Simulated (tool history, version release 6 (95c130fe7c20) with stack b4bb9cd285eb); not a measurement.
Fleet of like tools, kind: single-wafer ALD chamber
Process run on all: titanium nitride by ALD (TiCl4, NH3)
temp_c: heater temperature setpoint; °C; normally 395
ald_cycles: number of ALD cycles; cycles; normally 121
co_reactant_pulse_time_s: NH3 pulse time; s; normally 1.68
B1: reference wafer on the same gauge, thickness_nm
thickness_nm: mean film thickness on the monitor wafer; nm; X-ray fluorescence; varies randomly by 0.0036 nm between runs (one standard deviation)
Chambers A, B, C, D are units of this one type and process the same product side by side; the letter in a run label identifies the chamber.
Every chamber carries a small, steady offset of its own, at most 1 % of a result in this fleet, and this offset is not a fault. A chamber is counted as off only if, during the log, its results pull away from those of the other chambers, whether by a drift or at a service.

run 1B hour=6.6 | temp_c=395 ald_cycles=121 co_reactant_pulse_time_s=1.68 | B1=2.3005 | thickness_nm=2.6198
run 2C hour=12.3 | temp_c=395 ald_cycles=121 co_reactant_pulse_time_s=1.68 | B1=2.2998 | thickness_nm=2.6314
run 3A hour=20.4 | temp_c=395 ald_cycles=121 co_reactant_pulse_time_s=1.68 | B1=2.3005 | thickness_nm=2.6551
run 4D hour=28 | temp_c=395 ald_cycles=121 co_reactant_pulse_time_s=1.68 | B1=2.3018 | thickness_nm=2.616
-- hour=28.5 chamber D: thermocouple changed; heater temperature recalibrated
run 5A hour=40.7 | temp_c=395 ald_cycles=121 co_reactant_pulse_time_s=1.68 | B1=2.3013 | thickness_nm=2.6507
run 6C hour=47.8 | temp_c=395 ald_cycles=121 co_reactant_pulse_time_s=1.68 | B1=2.3016 | thickness_nm=2.6321
run 7B hour=59.2 | temp_c=395 ald_cycles=121 co_reactant_pulse_time_s=1.68 | B1=2.3024 | thickness_nm=2.6214
run 8D hour=68.8 | temp_c=395 ald_cycles=121 co_reactant_pulse_time_s=1.68 | B1=2.3031 | thickness_nm=2.6218
run 9C hour=80.2 | temp_c=395 ald_cycles=121 co_reactant_pulse_time_s=1.68 | B1=2.3023 | thickness_nm=2.6296
run 10B hour=86.7 | temp_c=395 ald_cycles=121 co_reactant_pulse_time_s=1.68 | B1=2.3023 | thickness_nm=2.6253
run 11A hour=94.5 | temp_c=395 ald_cycles=121 co_reactant_pulse_time_s=1.68 | B1=2.3019 | thickness_nm=2.6553
run 12D hour=106.7 | temp_c=395 ald_cycles=121 co_reactant_pulse_time_s=1.68 | B1=2.3038 | thickness_nm=2.6174
run 13B hour=114.2 | temp_c=395 ald_cycles=121 co_reactant_pulse_time_s=1.68 | B1=2.3036 | thickness_nm=2.6269
run 14D hour=121.5 | temp_c=395 ald_cycles=121 co_reactant_pulse_time_s=1.68 | B1=2.3044 | thickness_nm=2.6215
run 15A hour=134 | temp_c=395 ald_cycles=121 co_reactant_pulse_time_s=1.68 | B1=2.3042 | thickness_nm=2.6591
run 16C hour=142.8 | temp_c=409 ald_cycles=121 co_reactant_pulse_time_s=1.68 | B1=2.305 | thickness_nm=2.6517
run 17A hour=153 | temp_c=409 ald_cycles=121 co_reactant_pulse_time_s=1.68 | B1=2.3056 | thickness_nm=2.6734
run 18D hour=165.1 | temp_c=409 ald_cycles=121 co_reactant_pulse_time_s=1.68 | B1=2.3059 | thickness_nm=2.6459
run 19B hour=173.9 | temp_c=409 ald_cycles=121 co_reactant_pulse_time_s=1.68 | B1=2.3053 | thickness_nm=2.6507
run 20C hour=186.3 | temp_c=395 ald_cycles=113 co_reactant_pulse_time_s=1.68 | B1=2.3071 | thickness_nm=2.4525
run 21D hour=192.5 | temp_c=395 ald_cycles=113 co_reactant_pulse_time_s=1.68 | B1=2.3065 | thickness_nm=2.452
run 22C hour=202.3 | temp_c=395 ald_cycles=113 co_reactant_pulse_time_s=1.68 | B1=2.3068 | thickness_nm=2.4598
run 23A hour=208.3 | temp_c=395 ald_cycles=113 co_reactant_pulse_time_s=1.68 | B1=2.3082 | thickness_nm=2.4913
run 24B hour=217.9 | temp_c=395 ald_cycles=121 co_reactant_pulse_time_s=1.68 | B1=2.3068 | thickness_nm=2.6352
run 25C hour=230.4 | temp_c=395 ald_cycles=121 co_reactant_pulse_time_s=1.68 | B1=2.307 | thickness_nm=2.6321
run 26D hour=241.8 | temp_c=395 ald_cycles=121 co_reactant_pulse_time_s=1.68 | B1=2.3078 | thickness_nm=2.625
run 27B hour=250.1 | temp_c=395 ald_cycles=121 co_reactant_pulse_time_s=1.68 | B1=2.3084 | thickness_nm=2.6303
run 28A hour=256.4 | temp_c=395 ald_cycles=121 co_reactant_pulse_time_s=1.68 | B1=2.3091 | thickness_nm=2.6625
run 29D hour=267.1 | temp_c=405 ald_cycles=121 co_reactant_pulse_time_s=1.68 | B1=2.3083 | thickness_nm=2.6454
run 30B hour=275.2 | temp_c=405 ald_cycles=121 co_reactant_pulse_time_s=1.68 | B1=2.3092 | thickness_nm=2.6472
run 31C hour=286.7 | temp_c=405 ald_cycles=121 co_reactant_pulse_time_s=1.68 | B1=2.3103 | thickness_nm=2.6556
run 32A hour=295.2 | temp_c=405 ald_cycles=121 co_reactant_pulse_time_s=1.68 | B1=2.3106 | thickness_nm=2.6809
run 33C hour=306.3 | temp_c=395 ald_cycles=121 co_reactant_pulse_time_s=1.68 | B1=2.3103 | thickness_nm=2.6326
run 34B hour=319.2 | temp_c=395 ald_cycles=121 co_reactant_pulse_time_s=1.68 | B1=2.3109 | thickness_nm=2.6293
run 35D hour=331.3 | temp_c=400 ald_cycles=139 co_reactant_pulse_time_s=1.68 | B1=2.311 | thickness_nm=3.0358
run 36A hour=342 | temp_c=400 ald_cycles=139 co_reactant_pulse_time_s=1.68 | B1=2.3114 | thickness_nm=3.0772
run 37D hour=354.1 | temp_c=400 ald_cycles=139 co_reactant_pulse_time_s=1.68 | B1=2.3119 | thickness_nm=3.0305
run 38C hour=360.6 | temp_c=400 ald_cycles=139 co_reactant_pulse_time_s=1.68 | B1=2.3123 | thickness_nm=3.0455
run 39A hour=372.2 | temp_c=407 ald_cycles=121 co_reactant_pulse_time_s=2.25 | B1=2.3137 | thickness_nm=2.7176

Is one chamber out of step, is the gauge drifting, or do the chambers differ by no more than their own small offsets? For an off chamber, give its letter and the likeliest cause.

None of the chambers is off. What moves is the gauge, dragging all their readings along together.
Likeliest cause: gauge reads high (%) = 0.566.

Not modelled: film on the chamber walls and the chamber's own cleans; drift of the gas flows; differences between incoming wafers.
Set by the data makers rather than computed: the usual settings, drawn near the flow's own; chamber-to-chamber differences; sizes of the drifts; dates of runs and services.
